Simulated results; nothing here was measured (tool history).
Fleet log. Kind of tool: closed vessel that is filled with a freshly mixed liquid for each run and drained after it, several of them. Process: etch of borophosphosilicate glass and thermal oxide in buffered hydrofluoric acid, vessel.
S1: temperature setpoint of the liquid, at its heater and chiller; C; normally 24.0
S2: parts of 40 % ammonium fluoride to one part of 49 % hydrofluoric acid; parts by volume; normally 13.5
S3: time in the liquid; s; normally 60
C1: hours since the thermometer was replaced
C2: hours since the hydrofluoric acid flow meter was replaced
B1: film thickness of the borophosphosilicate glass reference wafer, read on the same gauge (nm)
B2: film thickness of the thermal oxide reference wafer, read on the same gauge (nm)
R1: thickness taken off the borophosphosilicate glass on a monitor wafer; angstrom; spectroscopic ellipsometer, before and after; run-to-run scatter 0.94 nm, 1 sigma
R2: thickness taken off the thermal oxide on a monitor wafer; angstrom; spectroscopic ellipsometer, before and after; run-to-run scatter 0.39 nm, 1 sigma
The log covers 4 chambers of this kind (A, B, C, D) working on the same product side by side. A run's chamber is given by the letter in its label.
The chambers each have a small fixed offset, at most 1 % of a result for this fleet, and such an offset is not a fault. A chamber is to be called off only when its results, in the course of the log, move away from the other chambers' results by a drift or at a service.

Run 1B, hour 4.8: usual settings; C1 726.0; C2 1333.5; B1 129.99; B2 140.00. Result: R1 1233.4 angstrom, R2 534.53 angstrom.
Run 2C, hour 9.7: usual settings; C1 241.9; C2 973.8; B1 130.05; B2 140.02. Result: R1 1226.2 angstrom, R2 542.11 angstrom.
Run 3D, hour 13.3: usual settings; C1 1228.9; C2 73.3; B1 130.05; B2 140.00. Result: R1 1243.5 angstrom, R2 532.54 angstrom.
Run 4A, hour 16.9: usual settings; C1 1166.2; C2 591.6; B1 129.99; B2 139.99. Result: R1 1233.9 angstrom, R2 542.79 angstrom.
At hour 21.9: chamber C: hydrofluoric acid flow meter replaced.
Run 5C, hour 22.5: usual settings; C1 254.7; C2 0.7; B1 129.99; B2 139.99. Result: R1 1214.6 angstrom, R2 533.18 angstrom.
Run 6A, hour 26.6: usual settings; C1 1175.9; C2 601.3; B1 129.99; B2 139.98. Result: R1 1211.7 angstrom, R2 533.84 angstrom.
Run 7D, hour 30.9: usual settings; C1 1246.5; C2 90.9; B1 129.94; B2 139.99. Result: R1 1232.0 angstrom, R2 526.56 angstrom.
Run 8B, hour 36.2: usual settings; C1 757.4; C2 1364.9; B1 130.02; B2 139.99. Result: R1 1235.1 angstrom, R2 529.70 angstrom.
Run 9A, hour 39.1: usual settings; C1 1188.4; C2 613.8; B1 129.99; B2 140.01. Result: R1 1229.5 angstrom, R2 534.19 angstrom.
Run 10D, hour 42.7: usual settings; C1 1258.3; C2 102.7; B1 130.03; B2 140.02. Result: R1 1245.8 angstrom, R2 525.70 angstrom.
Run 11C, hour 45.7: usual settings; C1 277.9; C2 23.9; B1 129.99; B2 139.97. Result: R1 1202.1 angstrom, R2 534.14 angstrom.
Run 12B, hour 51.5: usual settings; C1 772.7; C2 1380.2; B1 130.05; B2 140.01. Result: R1 1224.9 angstrom, R2 535.65 angstrom.
Run 13C, hour 57.6: usual settings but S1 20.5 C; C1 289.8; C2 35.8; B1 130.01; B2 139.98. Result: R1 1018.7 angstrom, R2 445.22 angstrom.
Run 14D, hour 60.8: usual settings but S1 20.5 C; C1 1276.4; C2 120.8; B1 130.02; B2 139.98. Result: R1 1024.0 angstrom, R2 438.06 angstrom.
Run 15A, hour 64.5: usual settings but S1 20.5 C; C1 1213.8; C2 639.2; B1 130.02; B2 139.99. Result: R1 1023.2 angstrom, R2 433.39 angstrom.
Run 16B, hour 68.7: usual settings but S1 20.5 C; C1 789.9; C2 1397.4; B1 130.04; B2 140.00. Result: R1 1018.3 angstrom, R2 440.05 angstrom.
Run 17A, hour 73.9: usual settings; C1 1223.2; C2 648.6; B1 130.01; B2 139.99. Result: R1 1239.6 angstrom, R2 531.13 angstrom.
Run 18C, hour 78.4: usual settings but S3 85 s; C1 310.6; C2 56.6; B1 129.98; B2 140.00. Result: R1 1717.3 angstrom, R2 757.42 angstrom.
Run 19D, hour 83.5: usual settings but S3 85 s; C1 1299.1; C2 143.5; B1 130.02; B2 140.05. Result: R1 1753.8 angstrom, R2 759.03 angstrom.
Run 20B, hour 86.9: usual settings but S3 85 s; C1 808.1; C2 1415.6; B1 130.04; B2 139.99. Result: R1 1729.9 angstrom, R2 747.66 angstrom.
Run 21A, hour 90.3: usual settings but S3 85 s; C1 1239.6; C2 665.0; B1 130.00; B2 140.00. Result: R1 1756.3 angstrom, R2 753.05 angstrom.
Run 22D, hour 95.5: usual settings; C1 1311.1; C2 155.5; B1 130.00; B2 140.01. Result: R1 1236.6 angstrom, R2 534.30 angstrom.
Run 23B, hour 101.3: usual settings; C1 822.5; C2 1430.0; B1 130.04; B2 139.99. Result: R1 1237.0 angstrom, R2 539.98 angstrom.
Run 24C, hour 107.0: usual settings; C1 339.2; C2 85.2; B1 129.96; B2 139.98. Result: R1 1206.3 angstrom, R2 542.63 angstrom.
Run 25A, hour 110.4: usual settings but S1 28.0 C; C1 1259.7; C2 685.1; B1 129.97; B2 139.99. Result: R1 1528.3 angstrom, R2 661.26 angstrom.
Run 26B, hour 115.8: usual settings but S1 28.0 C; C1 837.0; C2 1444.5; B1 130.02; B2 139.96. Result: R1 1511.5 angstrom, R2 671.05 angstrom.
Run 27C, hour 120.0: usual settings but S1 28.0 C; C1 352.2; C2 98.2; B1 130.02; B2 140.01. Result: R1 1524.2 angstrom, R2 660.47 angstrom.
Run 28D, hour 123.6: usual settings but S1 28.0 C; C1 1339.2; C2 183.6; B1 130.01; B2 140.03. Result: R1 1507.2 angstrom, R2 656.80 angstrom.
Run 29C, hour 128.3: usual settings; C1 360.5; C2 106.5; B1 129.99; B2 140.01. Result: R1 1233.6 angstrom, R2 536.89 angstrom.
Run 30A, hour 133.3: usual settings; C1 1282.6; C2 708.0; B1 129.96; B2 140.00. Result: R1 1244.1 angstrom, R2 535.85 angstrom.
Run 31B, hour 137.4: usual settings; C1 858.6; C2 1466.1; B1 130.03; B2 140.01. Result: R1 1230.0 angstrom, R2 542.98 angstrom.
Run 32D, hour 142.9: usual settings; C1 1358.5; C2 202.9; B1 130.02; B2 140.00. Result: R1 1233.3 angstrom, R2 535.11 angstrom.
Run 33C, hour 146.1: usual settings but S2 8.5 parts by volume; C1 378.3; C2 124.3; B1 129.98; B2 140.00. Result: R1 1849.4 angstrom, R2 807.73 angstrom.
Run 34D, hour 151.3: usual settings but S2 8.5 parts by volume; C1 1366.9; C2 211.3; B1 130.01; B2 140.01. Result: R1 1903.5 angstrom, R2 810.86 angstrom.

Does one chamber stand apart from the rest, does the shared gauge drift, or is all well apart from small per-chamber offsets? Give the chamber and the most likely cause, where there is one.

Neither any chamber nor the gauge drifts; the chambers differ only by their own small, steady offsets.
